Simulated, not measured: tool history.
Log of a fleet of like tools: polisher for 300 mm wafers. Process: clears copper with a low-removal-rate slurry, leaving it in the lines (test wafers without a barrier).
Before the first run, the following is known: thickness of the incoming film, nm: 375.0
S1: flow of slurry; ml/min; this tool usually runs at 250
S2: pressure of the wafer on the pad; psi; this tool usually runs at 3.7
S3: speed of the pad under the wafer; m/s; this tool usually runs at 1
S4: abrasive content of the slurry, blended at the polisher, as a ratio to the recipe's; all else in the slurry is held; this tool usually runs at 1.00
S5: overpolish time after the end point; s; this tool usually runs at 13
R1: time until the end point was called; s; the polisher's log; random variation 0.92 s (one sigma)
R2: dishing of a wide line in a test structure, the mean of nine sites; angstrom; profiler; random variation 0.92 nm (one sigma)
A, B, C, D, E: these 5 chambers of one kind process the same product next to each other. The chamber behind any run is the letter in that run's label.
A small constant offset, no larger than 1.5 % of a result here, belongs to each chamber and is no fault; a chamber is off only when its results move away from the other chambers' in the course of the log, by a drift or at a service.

| run | hour | S1 | S2 | S3 | S4 | S5 | R1 | R2 |
|---|---|---|---|---|---|---|---|---|
| 1D | 5.7 | 250 | 3.7 | 1 | 1.00 | 13 | 81.155 | 428.76 |
| 2B | 9.6 | 250 | 3.7 | 1 | 1.00 | 13 | 83.030 | 414.66 |
| 3A | 14.3 | 250 | 3.7 | 1 | 1.00 | 13 | 81.422 | 419.36 |
| 4E | 20.2 | 250 | 3.7 | 1 | 1.00 | 13 | 83.547 | 425.07 |
| 5C | 23.2 | 250 | 3.7 | 1 | 1.00 | 13 | 80.986 | 424.73 |
| 6D | 27.9 | 250 | 2.6 | 1 | 1.00 | 16 | 116.150 | 358.25 |
| 7C | 31.7 | 250 | 2.6 | 1 | 1.00 | 16 | 115.150 | 356.68 |
|  | 35.9 | chamber B: worn pad replaced by a new one |
| 8E | 37.2 | 250 | 2.6 | 1 | 1.00 | 16 | 116.600 | 357.48 |
|  | 40.3 | chamber C: slurry blender recalibrated |
| 9B | 40.5 | 250 | 2.6 | 1 | 1.00 | 16 | 116.010 | 353.02 |
| 10A | 45.9 | 250 | 2.6 | 1 | 1.00 | 16 | 116.130 | 369.40 |
| 11C | 50.8 | 250 | 3.7 | 1 | 1.00 | 13 | 83.387 | 421.13 |
| 12B | 55.1 | 250 | 3.7 | 1 | 1.00 | 13 | 83.858 | 411.86 |
| 13A | 59.8 | 250 | 3.7 | 1 | 1.00 | 13 | 80.814 | 418.20 |
| 14E | 65.3 | 250 | 3.7 | 1 | 1.00 | 13 | 84.111 | 401.15 |
| 15D | 68.6 | 250 | 3.7 | 1 | 1.00 | 13 | 82.445 | 418.35 |
| 16C | 73.4 | 250 | 3.7 | 1 | 1.00 | 13 | 83.341 | 412.24 |
|  | 74.0 | chamber C: slurry nozzle cleaned |
|  | 74.7 | chamber A: worn pad replaced by a new one |
|  | 76.5 | chamber A: head pressure recalibrated |
| 17E | 77.5 | 250 | 3.7 | 1 | 1.15 | 13 | 79.012 | 428.02 |
|  | 78.7 | chamber B: slurry blender recalibrated |
| 18B | 82.5 | 250 | 3.7 | 1 | 1.15 | 13 | 81.799 | 439.82 |
| 19D | 86.3 | 250 | 3.7 | 1 | 1.15 | 13 | 80.259 | 426.57 |
| 20A | 89.2 | 250 | 3.7 | 1 | 1.15 | 13 | 73.273 | 466.95 |
| 21E | 92.7 | 250 | 3.7 | 1 | 1.15 | 13 | 79.514 | 422.62 |
| 22C | 97.7 | 250 | 3.7 | 1 | 1.00 | 13 | 83.486 | 412.64 |
| 23D | 102.5 | 250 | 3.7 | 1 | 1.00 | 13 | 83.748 | 423.10 |
| 24A | 105.2 | 250 | 3.7 | 1 | 1.00 | 13 | 75.024 | 438.38 |
| 25B | 107.8 | 250 | 3.7 | 1 | 1.00 | 13 | 81.911 | 409.20 |
| 26C | 110.5 | 250 | 3.7 | 1 | 1.00 | 13 | 83.355 | 425.66 |
| 27E | 114.3 | 250 | 3.7 | 1 | 1.00 | 13 | 85.047 | 424.58 |
| 28D | 117.3 | 250 | 3.7 | 1 | 1.00 | 13 | 83.269 | 414.28 |
|  | 120.0 | chamber D: worn pad replaced by a new one |
| 29B | 122.4 | 250 | 3.7 | 1 | 1.00 | 13 | 80.863 | 429.32 |
|  | 123.7 | chamber B: worn pad replaced by a new one |
| 30A | 127.9 | 250 | 3.7 | 1 | 1.00 | 13 | 76.529 | 447.55 |
| 31D | 132.8 | 250 | 3.7 | 1 | 1.00 | 13 | 81.323 | 419.05 |
| 32A | 136.7 | 250 | 3.7 | 1 | 1.00 | 13 | 74.772 | 456.76 |
| 33B | 140.5 | 250 | 3.7 | 1 | 1.00 | 7 | 81.832 | 246.04 |
| 34E | 143.6 | 250 | 3.7 | 1 | 1.00 | 7 | 83.954 | 245.42 |
| 35C | 146.7 | 250 | 3.7 | 1 | 1.00 | 7 | 82.802 | 234.48 |
| 36E | 150.0 | 250 | 3.7 | 1 | 1.00 | 7 | 82.194 | 227.56 |
| 37D | 154.4 | 250 | 3.7 | 1 | 1.00 | 7 | 81.819 | 242.49 |
| 38C | 160.0 | 250 | 3.7 | 1 | 1.00 | 13 | 82.685 | 407.62 |
| 39A | 162.6 | 250 | 3.7 | 1 | 1.00 | 13 | 74.042 | 433.91 |

Next, every chamber runs the same settings. What will each give?
| 40A | 166.9 | 250 | 3.7 | 1 | 1.00 | 13 | ? | ? |
| 40B | 166.9 | 250 | 3.7 | 1 | 1.00 | 13 | ? | ? |
| 40C | 166.9 | 250 | 3.7 | 1 | 1.00 | 13 | ? | ? |
| 40D | 166.9 | 250 | 3.7 | 1 | 1.00 | 13 | ? | ? |
| 40E | 166.9 | 250 | 3.7 | 1 | 1.00 | 13 | ? | ? |

| run | R1 | R2 |
|---|---|---|
| 40A | 75.297 | 444.08 |
| 40B | 84.050 | 412.40 |
| 40C | 81.937 | 418.28 |
| 40D | 82.527 | 398.01 |
| 40E | 83.845 | 410.15 |
